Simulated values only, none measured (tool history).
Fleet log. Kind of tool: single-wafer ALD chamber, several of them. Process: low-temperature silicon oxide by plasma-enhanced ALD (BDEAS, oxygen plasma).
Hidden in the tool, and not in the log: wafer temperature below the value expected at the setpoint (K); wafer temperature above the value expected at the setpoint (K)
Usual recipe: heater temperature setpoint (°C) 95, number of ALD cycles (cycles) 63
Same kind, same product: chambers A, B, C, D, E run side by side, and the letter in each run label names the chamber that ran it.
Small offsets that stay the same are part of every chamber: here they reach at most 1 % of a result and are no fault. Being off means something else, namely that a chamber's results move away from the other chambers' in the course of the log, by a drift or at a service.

run,hour,heater temperature setpoint (°C),number of ALD cycles (cycles),hours since the last thermocouple change,"read-back reference wafer on the same gauge, thickness_nm",mean film thickness on the monitor wafer (Å)
1E,6.8,95,63,1225.7,8.7597,91.714
2B,13.3,95,63,909.9,8.7579,91.530
3C,18.1,95,63,635.1,8.7535,92.058
4D,21.4,95,63,1054.1,8.7562,91.995
5A,26.7,95,63,184.8,8.7542,91.534
6A,32.6,95,63,190.7,8.7527,91.696
7C,36.3,95,63,653.3,8.7546,92.116
8E,42.1,95,63,1261.0,8.7512,91.515
9D,46.8,95,63,1079.5,8.7494,91.923
10B,52.5,95,63,949.1,8.7495,91.424
11C,59.1,95,63,676.1,8.7470,92.084
12B,62.2,95,63,958.8,8.7483,91.456
13A,66.0,82,68,224.1,8.7456,103.640
14E,72.8,82,68,1291.7,8.7467,103.040
15D,79.0,82,68,1111.7,8.7435,103.820
16C,82.1,82,68,699.1,8.7419,103.930
17B,88.5,82,68,985.1,8.7428,102.960
18E,92.6,95,63,1311.5,8.7393,91.442
19D,97.0,95,63,1129.7,8.7387,91.730
20A,101.9,95,63,260.0,8.7401,91.535
21E,106.2,95,63,1325.1,8.7389,91.436
22D,112.4,95,63,1145.1,8.7374,91.739
23A,117.0,85,63,275.1,8.7365,94.754
24C,122.5,85,63,739.5,8.7368,95.159
25B,126.8,85,63,1023.4,8.7333,94.407
26E,132.4,85,63,1351.3,8.7292,94.639
27A,137.7,85,63,295.8,8.7300,94.883
28C,141.6,95,63,758.6,8.7305,91.988
29B,145.7,95,63,1042.3,8.7316,91.224
30D,151.6,95,63,1184.3,8.7294,91.785
31D,157.7,84,58,1190.4,8.7277,87.829
32B,162.6,84,58,1059.2,8.7289,86.941
33C,168.3,84,58,785.3,8.7272,87.774
34E,173.0,84,58,1391.9,8.7264,87.155
35A,178.3,84,58,336.4,8.7247,87.349

Predict what each chamber gives when all 5 of them run the settings below next.
36A,183.2,95,63,,,?
36B,183.2,95,63,,,?
36C,183.2,95,63,,,?
36D,183.2,95,63,,,?
36E,183.2,95,63,,,?

run,mean film thickness on the monitor wafer (Å)
36A,91.290
36B,90.951
36C,91.782
36D,91.667
36E,91.197

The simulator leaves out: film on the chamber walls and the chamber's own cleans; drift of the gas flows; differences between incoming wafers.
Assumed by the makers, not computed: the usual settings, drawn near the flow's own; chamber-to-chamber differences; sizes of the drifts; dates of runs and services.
